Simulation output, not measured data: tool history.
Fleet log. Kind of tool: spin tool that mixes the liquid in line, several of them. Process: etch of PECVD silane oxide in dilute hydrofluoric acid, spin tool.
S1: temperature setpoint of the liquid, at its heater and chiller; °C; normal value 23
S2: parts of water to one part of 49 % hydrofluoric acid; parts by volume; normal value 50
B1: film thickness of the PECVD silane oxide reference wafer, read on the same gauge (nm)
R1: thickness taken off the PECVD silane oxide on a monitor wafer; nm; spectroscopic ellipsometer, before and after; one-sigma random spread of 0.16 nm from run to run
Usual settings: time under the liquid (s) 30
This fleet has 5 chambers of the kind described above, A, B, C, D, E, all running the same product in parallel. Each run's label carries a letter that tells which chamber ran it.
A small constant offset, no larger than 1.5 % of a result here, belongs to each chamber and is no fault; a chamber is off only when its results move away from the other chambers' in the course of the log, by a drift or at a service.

{"run": "1E", "hour": 6.0, "S1": 23, "S2": 50, "time under the liquid (s)": 30, "B1": 39.952, "R1": 19.908}
{"run": "2A", "hour": 11.2, "S1": 23, "S2": 50, "time under the liquid (s)": 30, "B1": 40.022, "R1": 20.061}
{"run": "3C", "hour": 15.6, "S1": 23, "S2": 50, "time under the liquid (s)": 30, "B1": 39.992, "R1": 20.173}
{"run": "4D", "hour": 19.7, "S1": 23, "S2": 50, "time under the liquid (s)": 30, "B1": 40.025, "R1": 19.776}
{"hour": 26.4, "done": "chamber D: hydrofluoric acid flow meter replaced"}
{"run": "5B", "hour": 28.4, "S1": 23, "S2": 50, "time under the liquid (s)": 30, "B1": 39.976, "R1": 20.307}
{"run": "6D", "hour": 35.4, "S1": 23, "S2": 50, "time under the liquid (s)": 30, "B1": 39.971, "R1": 19.962}
{"run": "7E", "hour": 40.2, "S1": 23, "S2": 50, "time under the liquid (s)": 30, "B1": 39.988, "R1": 20.197}
{"run": "8C", "hour": 46.0, "S1": 23, "S2": 50, "time under the liquid (s)": 30, "B1": 39.998, "R1": 20.1}
{"run": "9A", "hour": 53.9, "S1": 23, "S2": 50, "time under the liquid (s)": 30, "B1": 39.984, "R1": 19.699}
{"run": "10B", "hour": 59.3, "S1": 23, "S2": 50, "time under the liquid (s)": 30, "B1": 39.998, "R1": 20.106}
{"hour": 66.6, "done": "chamber D: thermometer replaced"}
{"run": "11B", "hour": 68.1, "S1": 23, "S2": 30, "time under the liquid (s)": 15, "B1": 39.957, "R1": 17.249}
{"run": "12D", "hour": 73.4, "S1": 23, "S2": 30, "time under the liquid (s)": 15, "B1": 40.011, "R1": 16.851}
{"run": "13E", "hour": 82.2, "S1": 23, "S2": 30, "time under the liquid (s)": 15, "B1": 40.001, "R1": 17.197}
{"run": "14C", "hour": 88.5, "S1": 23, "S2": 30, "time under the liquid (s)": 15, "B1": 40.033, "R1": 17}
{"run": "15A", "hour": 94.1, "S1": 23, "S2": 30, "time under the liquid (s)": 15, "B1": 40.013, "R1": 17.008}
{"run": "16C", "hour": 103.2, "S1": 23, "S2": 50, "time under the liquid (s)": 30, "B1": 40.015, "R1": 20.223}
{"run": "17E", "hour": 109.0, "S1": 23, "S2": 50, "time under the liquid (s)": 30, "B1": 39.994, "R1": 20.113}
{"run": "18A", "hour": 116.0, "S1": 23, "S2": 50, "time under the liquid (s)": 30, "B1": 39.998, "R1": 20.14}
{"run": "19D", "hour": 121.7, "S1": 23, "S2": 50, "time under the liquid (s)": 30, "B1": 40.045, "R1": 19.7}
{"run": "20B", "hour": 127.6, "S1": 23, "S2": 50, "time under the liquid (s)": 30, "B1": 40.017, "R1": 20.288}
{"run": "21D", "hour": 133.2, "S1": 23, "S2": 50, "time under the liquid (s)": 30, "B1": 40.014, "R1": 19.842}
{"hour": 139.9, "done": "chamber B: hydrofluoric acid flow meter replaced"}
{"run": "22B", "hour": 141.3, "S1": 23, "S2": 50, "time under the liquid (s)": 30, "B1": 40.01, "R1": 19.983}
{"run": "23E", "hour": 149.7, "S1": 23, "S2": 50, "time under the liquid (s)": 30, "B1": 40.022, "R1": 20.236}
{"run": "24A", "hour": 157.1, "S1": 23, "S2": 50, "time under the liquid (s)": 30, "B1": 40, "R1": 20.229}
{"run": "25C", "hour": 161.6, "S1": 23, "S2": 50, "time under the liquid (s)": 30, "B1": 39.98, "R1": 20.2}
{"run": "26A", "hour": 170.8, "S1": 23, "S2": 50, "time under the liquid (s)": 30, "B1": 40.012, "R1": 19.88}
{"run": "27E", "hour": 179.9, "S1": 23, "S2": 50, "time under the liquid (s)": 30, "B1": 39.983, "R1": 19.835}
{"run": "28B", "hour": 188.1, "S1": 23, "S2": 50, "time under the liquid (s)": 30, "B1": 39.984, "R1": 19.921}
{"run": "29D", "hour": 196.2, "S1": 23, "S2": 50, "time under the liquid (s)": 30, "B1": 40.019, "R1": 19.701}
{"run": "30C", "hour": 202.5, "S1": 23, "S2": 50, "time under the liquid (s)": 30, "B1": 40.052, "R1": 20.002}
{"run": "31E", "hour": 211.8, "S1": 23, "S2": 50, "time under the liquid (s)": 30, "B1": 40.008, "R1": 20.137}
{"run": "32C", "hour": 218.2, "S1": 26.5, "S2": 50, "time under the liquid (s)": 40, "B1": 39.983, "R1": 30.556}
{"hour": 218.4, "done": "chamber E: hydrofluoric acid flow meter replaced"}
{"run": "33B", "hour": 224.6, "S1": 26.5, "S2": 50, "time under the liquid (s)": 40, "B1": 40.01, "R1": 31.03}
{"run": "34A", "hour": 231.5, "S1": 26.5, "S2": 50, "time under the liquid (s)": 40, "B1": 39.949, "R1": 30.462}
{"run": "35D", "hour": 236.7, "S1": 26.5, "S2": 50, "time under the liquid (s)": 40, "B1": 39.99, "R1": 30.282}
{"run": "36D", "hour": 241.9, "S1": 26.5, "S2": 50, "time under the liquid (s)": 40, "B1": 40.03, "R1": 30.879}
{"run": "37E", "hour": 248.4, "S1": 23, "S2": 50, "time under the liquid (s)": 30, "B1": 39.984, "R1": 20.072}
{"run": "38B", "hour": 252.6, "S1": 23, "S2": 50, "time under the liquid (s)": 30, "B1": 40.004, "R1": 20.044}

Each of the 5 chambers runs these same settings next. Fill in every chamber's results:
{"run": "39A", "hour": 259.3, "S1": 23, "S2": 50, "time under the liquid (s)": 30, "R1": "?"}
{"run": "39B", "hour": 259.3, "S1": 23, "S2": 50, "time under the liquid (s)": 30, "R1": "?"}
{"run": "39C", "hour": 259.3, "S1": 23, "S2": 50, "time under the liquid (s)": 30, "R1": "?"}
{"run": "39D", "hour": 259.3, "S1": 23, "S2": 50, "time under the liquid (s)": 30, "R1": "?"}
{"run": "39E", "hour": 259.3, "S1": 23, "S2": 50, "time under the liquid (s)": 30, "R1": "?"}

run=39A R1=19.799
run=39B R1=19.981
run=39C R1=20.369
run=39D R1=19.757
run=39E R1=19.812
